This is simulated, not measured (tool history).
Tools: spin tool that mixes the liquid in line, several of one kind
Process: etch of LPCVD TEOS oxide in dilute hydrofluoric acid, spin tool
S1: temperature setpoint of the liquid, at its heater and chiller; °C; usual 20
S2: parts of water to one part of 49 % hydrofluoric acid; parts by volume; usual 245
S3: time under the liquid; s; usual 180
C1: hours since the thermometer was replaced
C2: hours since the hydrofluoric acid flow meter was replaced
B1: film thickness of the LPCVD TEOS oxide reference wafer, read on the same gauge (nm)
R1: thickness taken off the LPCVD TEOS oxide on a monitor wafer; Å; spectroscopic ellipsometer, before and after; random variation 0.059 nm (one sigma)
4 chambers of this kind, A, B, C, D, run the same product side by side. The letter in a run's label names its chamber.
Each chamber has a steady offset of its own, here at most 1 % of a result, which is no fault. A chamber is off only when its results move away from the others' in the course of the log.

Run 1C, day 0.392: usual settings; C1 716.1; C2 164.9; B1 59.983. Result: R1 100.32 Å.
Run 2B, day 0.767: usual settings; C1 844.5; C2 302.4; B1 60.025. Result: R1 99.613 Å.
Run 3D, day 1.017: usual settings; C1 199.6; C2 564.1; B1 59.938. Result: R1 100.15 Å.
Run 4A, day 1.408: usual settings; C1 240.8; C2 1059.3; B1 60.036. Result: R1 101.3 Å.
Run 5C, day 1.858: usual settings; C1 751.3; C2 200.1; B1 59.981. Result: R1 101.01 Å.
Run 6B, day 2.246: usual settings; C1 880; C2 337.9; B1 59.992. Result: R1 100.08 Å.
Run 7D, day 2.546: usual settings; C1 236.3; C2 600.8; B1 59.969. Result: R1 100.19 Å.
Run 8A, day 2.975: usual settings; C1 278.4; C2 1096.9; B1 60.004. Result: R1 99.653 Å.
Run 9D, day 3.442: usual settings; C1 257.8; C2 622.3; B1 60.005. Result: R1 100.64 Å.
Run 10A, day 3.721: usual settings; C1 296.3; C2 1114.8; B1 60.038. Result: R1 100.29 Å.
Run 11C, day 3.95: usual settings; C1 801.5; C2 250.3; B1 59.962. Result: R1 100.68 Å.
Run 12B, day 4.204: usual settings; C1 927; C2 384.9; B1 60. Result: R1 99.937 Å.
Run 13A, day 4.458: usual settings; C1 314; C2 1132.5; B1 59.987. Result: R1 99.796 Å.
Run 14D, day 4.792: usual settings; C1 290.2; C2 654.7; B1 60.005. Result: R1 100.49 Å.
Run 15B, day 5.117: usual settings but S2 350 parts by volume, S3 75 s; C1 948.9; C2 406.8; B1 59.947. Result: R1 26.276 Å.
At day 5.546: chamber A: hydrofluoric acid flow meter replaced.
Run 16C, day 5.575: usual settings but S2 350 parts by volume, S3 75 s; C1 840.5; C2 289.3; B1 60.012. Result: R1 26.346 Å.
Run 17C, day 5.925: usual settings but S2 350 parts by volume, S3 75 s; C1 848.9; C2 297.7; B1 59.959. Result: R1 26.68 Å.
Run 18A, day 6.271: usual settings but S2 350 parts by volume, S3 75 s; C1 357.5; C2 17.5; B1 59.999. Result: R1 26.62 Å.
Run 19B, day 6.646: usual settings; C1 985.6; C2 443.5; B1 59.961. Result: R1 97.562 Å.
Run 20D, day 6.879: usual settings; C1 340.3; C2 704.8; B1 60.008. Result: R1 101.45 Å.
Run 21B, day 7.367: usual settings; C1 1002.9; C2 460.8; B1 59.95. Result: R1 98.924 Å.
Run 22C, day 7.85: usual settings; C1 895.1; C2 343.9; B1 60.003. Result: R1 100.61 Å.
Run 23D, day 8.267: usual settings; C1 373.6; C2 738.1; B1 59.985. Result: R1 100.48 Å.
Run 24A, day 8.612: usual settings; C1 413.7; C2 73.7; B1 60.008. Result: R1 100.56 Å.
Run 25A, day 8.958: usual settings; C1 422; C2 82; B1 60.037. Result: R1 99.037 Å.
Run 26D, day 9.475: usual settings; C1 402.6; C2 767.1; B1 60.015. Result: R1 101.5 Å.
Run 27B, day 9.721: usual settings; C1 1059.4; C2 517.3; B1 59.993. Result: R1 96.522 Å.
Run 28C, day 10.229: usual settings; C1 952.2; C2 401; B1 60.002. Result: R1 100.96 Å.
Run 29A, day 10.629: usual settings but S1 18 °C, S3 110 s; C1 462.1; C2 122.1; B1 59.979. Result: R1 56.834 Å.
Run 30D, day 11.096: usual settings but S1 18 °C, S3 110 s; C1 441.5; C2 806; B1 60.006. Result: R1 56.579 Å.
Run 31C, day 11.621: usual settings but S1 18 °C, S3 110 s; C1 985.6; C2 434.4; B1 60.041. Result: R1 56.569 Å.
Run 32B, day 12.096: usual settings but S1 18 °C, S3 110 s; C1 1116.4; C2 574.3; B1 60.019. Result: R1 54.033 Å.
Run 33C, day 12.583: usual settings; C1 1008.7; C2 457.5; B1 60.019. Result: R1 100.94 Å.

What goes on in this fleet: one chamber off, a drifting gauge, or nothing beyond the chambers' own small offsets? Name the chamber and the cause, if any.

Chamber B drifts away from the others.
Cause: liquid colder than its thermometer reads (K) = 1.19.
The log may not tell that from: hydrofluoric acid flow below the setpoint (%).

Here are 4 candidates for chamber B's next run, each the usual settings with a change, their results left as question marks. Which one brings its results back in line with what the others give on the usual settings?
In line means no further than this from the other chambers' mean on the usual settings: R1 2.1 Å
Run 34B-1, day 12.958: usual settings but S2 230 parts by volume. Result: R1 ?.
Run 34B-2, day 12.958: usual settings but S2 240 parts by volume, S3 185 s. Result: R1 ?.
Run 34B-3, day 12.958: usual settings but S2 255 parts by volume, S3 175 s. Result: R1 ?.
Run 34B-4, day 12.958: usual settings but S2 255 parts by volume. Result: R1 ?.

The other chambers' mean on the usual settings: R1 100.28 Å
  run      R1
34B-1  103.59
34B-2  101.09
34B-3  88.767
34B-4  91.303
34B-2 brings the chamber back in line.
